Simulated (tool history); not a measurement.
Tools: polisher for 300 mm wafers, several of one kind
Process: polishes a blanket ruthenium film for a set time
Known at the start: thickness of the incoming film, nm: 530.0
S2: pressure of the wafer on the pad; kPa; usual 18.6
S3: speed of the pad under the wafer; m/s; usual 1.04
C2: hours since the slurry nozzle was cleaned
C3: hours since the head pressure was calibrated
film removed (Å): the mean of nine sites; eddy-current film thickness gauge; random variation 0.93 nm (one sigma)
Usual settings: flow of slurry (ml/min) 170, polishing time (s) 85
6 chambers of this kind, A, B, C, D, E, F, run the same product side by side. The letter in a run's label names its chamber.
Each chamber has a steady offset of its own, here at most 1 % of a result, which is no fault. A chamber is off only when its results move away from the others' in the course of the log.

run 1F hour=9.7 | flow_of_slurry_(ml/min)=170 S2=18.6 S3=1.04 polishing_time_(s)=85 | wafers_polished_on_this_pad=1325 C2=32.1 C3=332.4 | film_removed_(Å)=1405.50
-- hour=13.9 chamber F: worn pad replaced by a new one
run 2B hour=15.0 | flow_of_slurry_(ml/min)=170 S2=18.6 S3=1.04 polishing_time_(s)=85 | wafers_polished_on_this_pad=205 C2=565.4 C3=305.3 | film_removed_(Å)=1415.00
-- hour=22.3 chamber D: worn pad replaced by a new one
run 3D hour=23.2 | flow_of_slurry_(ml/min)=170 S2=18.6 S3=1.04 polishing_time_(s)=85 | wafers_polished_on_this_pad=10 C2=784.7 C3=1079.9 | film_removed_(Å)=1397.30
-- hour=25.1 chamber E: worn pad replaced by a new one
-- hour=26.2 chamber A: head pressure recalibrated
run 4E hour=28.4 | flow_of_slurry_(ml/min)=170 S2=18.6 S3=1.04 polishing_time_(s)=85 | wafers_polished_on_this_pad=37 C2=86.5 C3=130.0 | film_removed_(Å)=1388.60
run 5A hour=33.1 | flow_of_slurry_(ml/min)=170 S2=18.6 S3=1.04 polishing_time_(s)=85 | wafers_polished_on_this_pad=782 C2=596.2 C3=7.0 | film_removed_(Å)=1415.80
run 6C hour=39.1 | flow_of_slurry_(ml/min)=230 S2=18.6 S3=1.16 polishing_time_(s)=85 | wafers_polished_on_this_pad=624 C2=136.9 C3=743.6 | film_removed_(Å)=1659.50
-- hour=43.3 chamber D: head pressure recalibrated
-- hour=43.6 chamber C: worn pad replaced by a new one
run 7E hour=46.2 | flow_of_slurry_(ml/min)=230 S2=18.6 S3=1.16 polishing_time_(s)=85 | wafers_polished_on_this_pad=236 C2=104.3 C3=147.8 | film_removed_(Å)=1622.50
run 8D hour=54.4 | flow_of_slurry_(ml/min)=230 S2=18.6 S3=1.16 polishing_time_(s)=85 | wafers_polished_on_this_pad=359 C2=815.9 C3=11.1 | film_removed_(Å)=1633.90
run 9A hour=58.9 | flow_of_slurry_(ml/min)=230 S2=18.6 S3=1.16 polishing_time_(s)=85 | wafers_polished_on_this_pad=1071 C2=622.0 C3=32.8 | film_removed_(Å)=1644.60
run 10F hour=65.4 | flow_of_slurry_(ml/min)=230 S2=18.6 S3=1.16 polishing_time_(s)=85 | wafers_polished_on_this_pad=576 C2=87.8 C3=388.1 | film_removed_(Å)=1631.10
-- hour=68.8 chamber A: slurry nozzle cleaned
run 11B hour=74.2 | flow_of_slurry_(ml/min)=230 S2=18.6 S3=1.16 polishing_time_(s)=85 | wafers_polished_on_this_pad=867 C2=624.6 C3=364.5 | film_removed_(Å)=1611.00
run 12C hour=81.1 | flow_of_slurry_(ml/min)=170 S2=18.6 S3=1.30 polishing_time_(s)=85 | wafers_polished_on_this_pad=419 C2=178.9 C3=785.6 | film_removed_(Å)=1792.30
run 13D hour=89.5 | flow_of_slurry_(ml/min)=170 S2=18.6 S3=1.30 polishing_time_(s)=85 | wafers_polished_on_this_pad=752 C2=851.0 C3=46.2 | film_removed_(Å)=1764.80
-- hour=93.6 chamber E: worn pad replaced by a new one
run 14A hour=99.4 | flow_of_slurry_(ml/min)=170 S2=18.6 S3=1.30 polishing_time_(s)=85 | wafers_polished_on_this_pad=1524 C2=30.6 C3=73.3 | film_removed_(Å)=1779.60
-- hour=104.4 chamber C: worn pad replaced by a new one
run 15B hour=108.0 | flow_of_slurry_(ml/min)=170 S2=18.6 S3=1.30 polishing_time_(s)=85 | wafers_polished_on_this_pad=1245 C2=658.4 C3=398.3 | film_removed_(Å)=1751.70
-- hour=115.7 chamber D: worn pad replaced by a new one
run 16F hour=118.1 | flow_of_slurry_(ml/min)=170 S2=18.6 S3=1.30 polishing_time_(s)=85 | wafers_polished_on_this_pad=1165 C2=140.5 C3=440.8 | film_removed_(Å)=1760.70
-- hour=118.5 chamber D: slurry nozzle cleaned
run 17E hour=123.7 | flow_of_slurry_(ml/min)=170 S2=18.6 S3=1.30 polishing_time_(s)=85 | wafers_polished_on_this_pad=337 C2=181.8 C3=225.3 | film_removed_(Å)=1766.70
-- hour=124.5 chamber B: worn pad replaced by a new one
run 18C hour=128.4 | flow_of_slurry_(ml/min)=170 S2=18.6 S3=1.04 polishing_time_(s)=85 | wafers_polished_on_this_pad=269 C2=226.2 C3=832.9 | film_removed_(Å)=1412.10
-- hour=136.3 chamber F: worn pad replaced by a new one
run 19F hour=136.5 | flow_of_slurry_(ml/min)=170 S2=18.6 S3=1.04 polishing_time_(s)=85 | wafers_polished_on_this_pad=2 C2=158.9 C3=459.2 | film_removed_(Å)=1381.60
run 20D hour=141.3 | flow_of_slurry_(ml/min)=170 S2=18.6 S3=1.04 polishing_time_(s)=85 | wafers_polished_on_this_pad=287 C2=22.9 C3=98.0 | film_removed_(Å)=1400.50
run 21E hour=150.8 | flow_of_slurry_(ml/min)=170 S2=18.6 S3=1.04 polishing_time_(s)=85 | wafers_polished_on_this_pad=640 C2=208.9 C3=252.4 | film_removed_(Å)=1396.70
run 22A hour=155.6 | flow_of_slurry_(ml/min)=170 S2=18.6 S3=1.04 polishing_time_(s)=85 | wafers_polished_on_this_pad=2152 C2=86.8 C3=129.5 | film_removed_(Å)=1411.20
-- hour=158.1 chamber E: worn pad replaced by a new one
run 23B hour=164.7 | flow_of_slurry_(ml/min)=170 S2=18.6 S3=1.04 polishing_time_(s)=85 | wafers_polished_on_this_pad=449 C2=715.1 C3=455.0 | film_removed_(Å)=1398.30
-- hour=165.5 chamber C: worn pad replaced by a new one
run 24C hour=171.4 | flow_of_slurry_(ml/min)=170 S2=18.6 S3=1.22 polishing_time_(s)=69 | wafers_polished_on_this_pad=66 C2=269.2 C3=875.9 | film_removed_(Å)=1363.30
run 25E hour=181.4 | flow_of_slurry_(ml/min)=170 S2=18.6 S3=1.22 polishing_time_(s)=69 | wafers_polished_on_this_pad=260 C2=239.5 C3=283.0 | film_removed_(Å)=1329.30
run 26B hour=189.2 | flow_of_slurry_(ml/min)=170 S2=18.6 S3=1.22 polishing_time_(s)=69 | wafers_polished_on_this_pad=723 C2=739.6 C3=479.5 | film_removed_(Å)=1339.20
-- hour=196.4 chamber B: slurry nozzle cleaned
run 27F hour=199.2 | flow_of_slurry_(ml/min)=170 S2=18.6 S3=1.22 polishing_time_(s)=69 | wafers_polished_on_this_pad=703 C2=221.6 C3=521.9 | film_removed_(Å)=1334.90
-- hour=202.8 chamber D: worn pad replaced by a new one
run 28C hour=207.6 | flow_of_slurry_(ml/min)=170 S2=18.6 S3=1.22 polishing_time_(s)=69 | wafers_polished_on_this_pad=471 C2=305.4 C3=912.1 | film_removed_(Å)=1367.00
run 29D hour=216.2 | flow_of_slurry_(ml/min)=170 S2=18.6 S3=1.22 polishing_time_(s)=69 | wafers_polished_on_this_pad=150 C2=97.8 C3=172.9 | film_removed_(Å)=1345.20
run 30A hour=223.4 | flow_of_slurry_(ml/min)=170 S2=18.6 S3=1.04 polishing_time_(s)=85 | wafers_polished_on_this_pad=2910 C2=154.6 C3=197.3 | film_removed_(Å)=1348.40
-- hour=229.8 chamber C: worn pad replaced by a new one
run 31B hour=230.9 | flow_of_slurry_(ml/min)=170 S2=18.6 S3=1.04 polishing_time_(s)=85 | wafers_polished_on_this_pad=1190 C2=34.6 C3=521.2 | film_removed_(Å)=1398.60
-- hour=234.4 chamber E: worn pad replaced by a new one
run 32E hour=240.1 | flow_of_slurry_(ml/min)=170 S2=18.6 S3=1.04 polishing_time_(s)=85 | wafers_polished_on_this_pad=63 C2=298.2 C3=341.7 | film_removed_(Å)=1387.30
-- hour=247.3 chamber B: worn pad replaced by a new one
run 33A hour=249.4 | flow_of_slurry_(ml/min)=170 S2=18.6 S3=1.04 polishing_time_(s)=85 | wafers_polished_on_this_pad=3201 C2=180.6 C3=223.3 | film_removed_(Å)=1348.80
run 34C hour=256.8 | flow_of_slurry_(ml/min)=170 S2=18.6 S3=1.04 polishing_time_(s)=85 | wafers_polished_on_this_pad=302 C2=354.6 C3=961.3 | film_removed_(Å)=1429.10
run 35F hour=264.8 | flow_of_slurry_(ml/min)=170 S2=18.6 S3=1.04 polishing_time_(s)=85 | wafers_polished_on_this_pad=1437 C2=287.2 C3=587.5 | film_removed_(Å)=1400.40
-- hour=269.4 chamber F: worn pad replaced by a new one
run 36D hour=271.4 | flow_of_slurry_(ml/min)=120 S2=18.6 S3=1.04 polishing_time_(s)=69 | wafers_polished_on_this_pad=768 C2=153.0 C3=228.1 | film_removed_(Å)=1074.80
run 37E hour=281.2 | flow_of_slurry_(ml/min)=120 S2=18.6 S3=1.04 polishing_time_(s)=69 | wafers_polished_on_this_pad=523 C2=339.3 C3=382.8 | film_removed_(Å)=1079.80
run 38B hour=287.0 | flow_of_slurry_(ml/min)=120 S2=18.6 S3=1.04 polishing_time_(s)=69 | wafers_polished_on_this_pad=444 C2=90.7 C3=577.3 | film_removed_(Å)=1067.00
-- hour=291.4 chamber D: worn pad replaced by a new one
run 39C hour=293.2 | flow_of_slurry_(ml/min)=120 S2=18.6 S3=1.04 polishing_time_(s)=69 | wafers_polished_on_this_pad=709 C2=391.0 C3=997.7 | film_removed_(Å)=1101.60
run 40A hour=303.0 | flow_of_slurry_(ml/min)=120 S2=18.6 S3=1.04 polishing_time_(s)=69 | wafers_polished_on_this_pad=3801 C2=234.2 C3=276.9 | film_removed_(Å)=992.56
run 41F hour=312.2 | flow_of_slurry_(ml/min)=120 S2=18.6 S3=1.04 polishing_time_(s)=69 | wafers_polished_on_this_pad=479 C2=334.6 C3=634.9 | film_removed_(Å)=1062.50
run 42D hour=317.2 | flow_of_slurry_(ml/min)=195 S2=18.6 S3=1.18 polishing_time_(s)=85 | wafers_polished_on_this_pad=289 C2=198.8 C3=273.9 | film_removed_(Å)=1628.10
run 43A hour=326.4 | flow_of_slurry_(ml/min)=195 S2=18.6 S3=1.18 polishing_time_(s)=85 | wafers_polished_on_this_pad=4062 C2=257.6 C3=300.3 | film_removed_(Å)=1509.80

All 6 chambers run these settings next. Forecast each chamber's results:
run 44A hour=333.6 | flow_of_slurry_(ml/min)=170 S2=21.4 S3=1.04 polishing_time_(s)=85 | film_removed_(Å)=?
run 44B hour=333.6 | flow_of_slurry_(ml/min)=170 S2=21.4 S3=1.04 polishing_time_(s)=85 | film_removed_(Å)=?
run 44C hour=333.6 | flow_of_slurry_(ml/min)=170 S2=21.4 S3=1.04 polishing_time_(s)=85 | film_removed_(Å)=?
run 44D hour=333.6 | flow_of_slurry_(ml/min)=170 S2=21.4 S3=1.04 polishing_time_(s)=85 | film_removed_(Å)=?
run 44E hour=333.6 | flow_of_slurry_(ml/min)=170 S2=21.4 S3=1.04 polishing_time_(s)=85 | film_removed_(Å)=?
run 44F hour=333.6 | flow_of_slurry_(ml/min)=170 S2=21.4 S3=1.04 polishing_time_(s)=85 | film_removed_(Å)=?

run=44A film_removed_(Å)=1477.70
run=44B film_removed_(Å)=1615.70
run=44C film_removed_(Å)=1631.50
run=44D film_removed_(Å)=1607.80
run=44E film_removed_(Å)=1604.30
run=44F film_removed_(Å)=1613.40
